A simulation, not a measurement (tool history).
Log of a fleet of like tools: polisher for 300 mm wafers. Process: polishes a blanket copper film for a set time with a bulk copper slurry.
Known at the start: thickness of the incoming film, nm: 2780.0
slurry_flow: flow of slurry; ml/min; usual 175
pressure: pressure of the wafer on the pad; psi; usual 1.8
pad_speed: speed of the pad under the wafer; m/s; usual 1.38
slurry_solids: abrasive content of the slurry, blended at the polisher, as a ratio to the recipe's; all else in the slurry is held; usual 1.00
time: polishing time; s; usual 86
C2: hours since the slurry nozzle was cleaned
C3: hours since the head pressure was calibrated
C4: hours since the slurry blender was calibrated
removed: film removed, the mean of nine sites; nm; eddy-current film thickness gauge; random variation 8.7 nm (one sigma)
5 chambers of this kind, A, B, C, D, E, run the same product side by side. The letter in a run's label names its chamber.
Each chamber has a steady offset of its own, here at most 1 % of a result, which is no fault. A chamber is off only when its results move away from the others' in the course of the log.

{"run": "1B", "hour": 6.5, "slurry_flow": 175, "pressure": 1.8, "pad_speed": 1.38, "slurry_solids": 1.0, "time": 86, "wafers polished on this pad": 188, "C2": 196.3, "C3": 682.1, "C4": 92.0, "removed": 707.17}
{"run": "2C", "hour": 14.8, "slurry_flow": 175, "pressure": 1.8, "pad_speed": 1.38, "slurry_solids": 1.0, "time": 86, "wafers polished on this pad": 376, "C2": 282.0, "C3": 111.8, "C4": 270.5, "removed": 699.16}
{"hour": 17.7, "done": "chamber E: worn pad replaced by a new one"}
{"run": "3D", "hour": 22.3, "slurry_flow": 175, "pressure": 1.8, "pad_speed": 1.38, "slurry_solids": 1.0, "time": 86, "wafers polished on this pad": 385, "C2": 195.6, "C3": 412.8, "C4": 190.2, "removed": 724.43}
{"run": "4E", "hour": 32.0, "slurry_flow": 175, "pressure": 1.8, "pad_speed": 1.38, "slurry_solids": 1.0, "time": 86, "wafers polished on this pad": 146, "C2": 242.0, "C3": 1012.1, "C4": 170.3, "removed": 709.15}
{"hour": 37.4, "done": "chamber A: worn pad replaced by a new one"}
{"hour": 39.7, "done": "chamber D: slurry blender recalibrated"}
{"hour": 40.6, "done": "chamber B: slurry blender recalibrated"}
{"hour": 41.8, "done": "chamber D: slurry nozzle cleaned"}
{"run": "5A", "hour": 42.9, "slurry_flow": 175, "pressure": 1.6, "pad_speed": 0.98, "slurry_solids": 1.0, "time": 86, "wafers polished on this pad": 56, "C2": 206.6, "C3": 833.8, "C4": 306.7, "removed": 440.41}
{"hour": 44.6, "done": "chamber A: slurry blender recalibrated"}
{"run": "6B", "hour": 50.7, "slurry_flow": 175, "pressure": 1.6, "pad_speed": 0.98, "slurry_solids": 1.0, "time": 86, "wafers polished on this pad": 638, "C2": 240.5, "C3": 726.3, "C4": 10.2, "removed": 442.24}
{"run": "7C", "hour": 58.4, "slurry_flow": 175, "pressure": 1.6, "pad_speed": 0.98, "slurry_solids": 1.0, "time": 86, "wafers polished on this pad": 819, "C2": 325.6, "C3": 155.4, "C4": 314.1, "removed": 439.43}
{"run": "8A", "hour": 65.8, "slurry_flow": 175, "pressure": 1.6, "pad_speed": 0.98, "slurry_solids": 1.0, "time": 86, "wafers polished on this pad": 289, "C2": 229.5, "C3": 856.7, "C4": 21.2, "removed": 442.18}
{"hour": 66.5, "done": "chamber C: worn pad replaced by a new one"}
{"hour": 71.8, "done": "chamber D: worn pad replaced by a new one"}
{"run": "9E", "hour": 74.5, "slurry_flow": 175, "pressure": 1.6, "pad_speed": 0.98, "slurry_solids": 1.0, "time": 86, "wafers polished on this pad": 578, "C2": 284.5, "C3": 1054.6, "C4": 212.8, "removed": 446.61}
{"hour": 80.8, "done": "chamber B: worn pad replaced by a new one"}
{"run": "10D", "hour": 82.6, "slurry_flow": 175, "pressure": 1.8, "pad_speed": 1.38, "slurry_solids": 1.0, "time": 86, "wafers polished on this pad": 110, "C2": 40.8, "C3": 473.1, "C4": 43.0, "removed": 715.12}
{"hour": 85.1, "done": "chamber E: slurry blender recalibrated"}
{"run": "11C", "hour": 93.3, "slurry_flow": 175, "pressure": 1.8, "pad_speed": 1.38, "slurry_solids": 1.0, "time": 86, "wafers polished on this pad": 273, "C2": 360.5, "C3": 190.3, "C4": 349.0, "removed": 707.65}
{"hour": 97.8, "done": "chamber A: worn pad replaced by a new one"}
{"run": "12E", "hour": 100.8, "slurry_flow": 175, "pressure": 1.8, "pad_speed": 1.38, "slurry_solids": 1.0, "time": 86, "wafers polished on this pad": 846, "C2": 310.8, "C3": 1080.9, "C4": 15.8, "removed": 689.16}
{"run": "13A", "hour": 107.1, "slurry_flow": 175, "pressure": 1.8, "pad_speed": 1.38, "slurry_solids": 1.0, "time": 86, "wafers polished on this pad": 94, "C2": 270.8, "C3": 898.0, "C4": 62.5, "removed": 689.35}
{"hour": 110.6, "done": "chamber A: slurry nozzle cleaned"}
{"run": "14D", "hour": 117.1, "slurry_flow": 175, "pressure": 1.8, "pad_speed": 1.38, "slurry_solids": 1.0, "time": 86, "wafers polished on this pad": 461, "C2": 75.3, "C3": 507.6, "C4": 77.5, "removed": 725.9}
{"hour": 122.5, "done": "chamber E: slurry nozzle cleaned"}
{"run": "15B", "hour": 126.0, "slurry_flow": 125, "pressure": 1.8, "pad_speed": 1.38, "slurry_solids": 1.0, "time": 64, "wafers polished on this pad": 460, "C2": 315.8, "C3": 801.6, "C4": 85.5, "removed": 491.07}
{"hour": 126.9, "done": "chamber A: head pressure recalibrated"}
{"hour": 130.2, "done": "chamber E: worn pad replaced by a new one"}
{"run": "16E", "hour": 134.1, "slurry_flow": 125, "pressure": 1.8, "pad_speed": 1.38, "slurry_solids": 1.0, "time": 64, "wafers polished on this pad": 40, "C2": 11.6, "C3": 1114.2, "C4": 49.1, "removed": 505.21}
{"run": "17D", "hour": 140.5, "slurry_flow": 125, "pressure": 1.8, "pad_speed": 1.38, "slurry_solids": 1.0, "time": 64, "wafers polished on this pad": 699, "C2": 98.7, "C3": 531.0, "C4": 100.9, "removed": 518.57}
{"run": "18B", "hour": 147.5, "slurry_flow": 125, "pressure": 1.8, "pad_speed": 1.38, "slurry_solids": 1.0, "time": 64, "wafers polished on this pad": 679, "C2": 337.3, "C3": 823.1, "C4": 107.0, "removed": 495.41}
{"hour": 153.6, "done": "chamber A: worn pad replaced by a new one"}
{"run": "19A", "hour": 154.2, "slurry_flow": 125, "pressure": 1.8, "pad_speed": 1.38, "slurry_solids": 1.0, "time": 64, "wafers polished on this pad": 6, "C2": 43.7, "C3": 27.3, "C4": 109.6, "removed": 486.74}
{"hour": 154.9, "done": "chamber C: slurry blender recalibrated"}
{"hour": 155.2, "done": "chamber D: worn pad replaced by a new one"}
{"hour": 159.7, "done": "chamber C: worn pad replaced by a new one"}
{"run": "20C", "hour": 164.3, "slurry_flow": 175, "pressure": 1.8, "pad_speed": 1.38, "slurry_solids": 1.0, "time": 86, "wafers polished on this pad": 47, "C2": 431.5, "C3": 261.3, "C4": 9.5, "removed": 712.89}
{"run": "21A", "hour": 171.9, "slurry_flow": 175, "pressure": 1.8, "pad_speed": 1.38, "slurry_solids": 1.0, "time": 86, "wafers polished on this pad": 186, "C2": 61.4, "C3": 45.0, "C4": 127.3, "removed": 700.34}
{"run": "22B", "hour": 178.3, "slurry_flow": 175, "pressure": 1.8, "pad_speed": 1.38, "slurry_solids": 1.0, "time": 86, "wafers polished on this pad": 993, "C2": 368.1, "C3": 853.9, "C4": 137.8, "removed": 705.2}
{"run": "23E", "hour": 188.4, "slurry_flow": 175, "pressure": 1.8, "pad_speed": 1.38, "slurry_solids": 1.0, "time": 86, "wafers polished on this pad": 593, "C2": 65.9, "C3": 1168.5, "C4": 103.4, "removed": 708.78}
{"hour": 189.5, "done": "chamber B: slurry blender recalibrated"}
{"run": "24D", "hour": 196.6, "slurry_flow": 175, "pressure": 1.8, "pad_speed": 1.38, "slurry_solids": 1.0, "time": 86, "wafers polished on this pad": 421, "C2": 154.8, "C3": 587.1, "C4": 157.0, "removed": 735.45}
{"hour": 199.2, "done": "chamber B: worn pad replaced by a new one"}
{"run": "25C", "hour": 202.0, "slurry_flow": 175, "pressure": 1.8, "pad_speed": 1.38, "slurry_solids": 1.0, "time": 86, "wafers polished on this pad": 431, "C2": 469.2, "C3": 299.0, "C4": 47.2, "removed": 704.03}
{"hour": 203.9, "done": "chamber E: head pressure recalibrated"}
{"hour": 206.7, "done": "chamber A: worn pad replaced by a new one"}
{"run": "26A", "hour": 210.0, "slurry_flow": 175, "pressure": 1.8, "pad_speed": 1.38, "slurry_solids": 1.0, "time": 86, "wafers polished on this pad": 34, "C2": 99.5, "C3": 83.1, "C4": 165.4, "removed": 708.82}
{"hour": 211.6, "done": "chamber B: slurry nozzle cleaned"}
{"run": "27C", "hour": 217.9, "slurry_flow": 175, "pressure": 1.8, "pad_speed": 1.38, "slurry_solids": 1.0, "time": 86, "wafers polished on this pad": 593, "C2": 485.1, "C3": 314.9, "C4": 63.1, "removed": 711.65}
{"run": "28E", "hour": 224.0, "slurry_flow": 175, "pressure": 1.8, "pad_speed": 1.38, "slurry_solids": 1.0, "time": 86, "wafers polished on this pad": 955, "C2": 101.5, "C3": 20.1, "C4": 139.0, "removed": 696.14}
{"run": "29B", "hour": 229.4, "slurry_flow": 175, "pressure": 1.8, "pad_speed": 1.38, "slurry_solids": 1.0, "time": 86, "wafers polished on this pad": 308, "C2": 17.9, "C3": 905.0, "C4": 40.0, "removed": 718.6}
{"run": "30D", "hour": 236.3, "slurry_flow": 175, "pressure": 1.8, "pad_speed": 1.38, "slurry_solids": 1.0, "time": 86, "wafers polished on this pad": 826, "C2": 194.5, "C3": 626.8, "C4": 196.7, "removed": 766.47}
{"hour": 244.1, "done": "chamber E: worn pad replaced by a new one"}
{"run": "31B", "hour": 246.7, "slurry_flow": 175, "pressure": 1.8, "pad_speed": 1.62, "slurry_solids": 0.85, "time": 86, "wafers polished on this pad": 484, "C2": 35.2, "C3": 922.3, "C4": 57.3, "removed": 782.39}
{"hour": 254.5, "done": "chamber D: slurry nozzle cleaned"}
{"hour": 254.6, "done": "chamber D: slurry blender recalibrated"}
{"hour": 255.2, "done": "chamber D: worn pad replaced by a new one"}
{"run": "32A", "hour": 257.5, "slurry_flow": 175, "pressure": 1.8, "pad_speed": 1.62, "slurry_solids": 0.85, "time": 86, "wafers polished on this pad": 518, "C2": 147.0, "C3": 130.6, "C4": 212.9, "removed": 786.16}
{"run": "33E", "hour": 263.4, "slurry_flow": 175, "pressure": 1.8, "pad_speed": 1.62, "slurry_solids": 0.85, "time": 86, "wafers polished on this pad": 197, "C2": 140.9, "C3": 59.5, "C4": 178.4, "removed": 783.5}
{"run": "34D", "hour": 273.9, "slurry_flow": 175, "pressure": 1.8, "pad_speed": 1.62, "slurry_solids": 0.85, "time": 86, "wafers polished on this pad": 191, "C2": 19.5, "C3": 664.4, "C4": 19.4, "removed": 870.11}

What goes on in this fleet: one chamber off, a drifting gauge, or nothing beyond the chambers' own small offsets? Name the chamber and the cause, if any.

Chamber D drifts away from the others.
Cause: head's pressure above its setpoint, % = 9.69.

Here are 4 candidates for chamber D's next run, each the usual settings with a change, their results left as question marks. Which one brings its results back in line with what the others give on the usual settings?
In line means no further than this from the other chambers' mean on the usual settings: removed 30.00 nm
{"run": "35D-1", "hour": 281.6, "slurry_flow": 175, "pressure": 1.8, "pad_speed": 1.26, "slurry_solids": 1.0, "time": 78, "removed": "?"}
{"run": "35D-2", "hour": 281.6, "slurry_flow": 175, "pressure": 2.0, "pad_speed": 1.38, "slurry_solids": 1.0, "time": 86, "removed": "?"}
{"run": "35D-3", "hour": 281.6, "slurry_flow": 175, "pressure": 1.7, "pad_speed": 1.32, "slurry_solids": 1.0, "time": 86, "removed": "?"}
{"run": "35D-4", "hour": 281.6, "slurry_flow": 175, "pressure": 1.8, "pad_speed": 1.52, "slurry_solids": 1.0, "time": 95, "removed": "?"}

The other chambers' mean on the usual settings: removed 701.83 nm
run=35D-1 removed=646.27
run=35D-2 removed=864.77
run=35D-3 removed=705.02
run=35D-4 removed=946.88
35D-3 brings the chamber back in line.

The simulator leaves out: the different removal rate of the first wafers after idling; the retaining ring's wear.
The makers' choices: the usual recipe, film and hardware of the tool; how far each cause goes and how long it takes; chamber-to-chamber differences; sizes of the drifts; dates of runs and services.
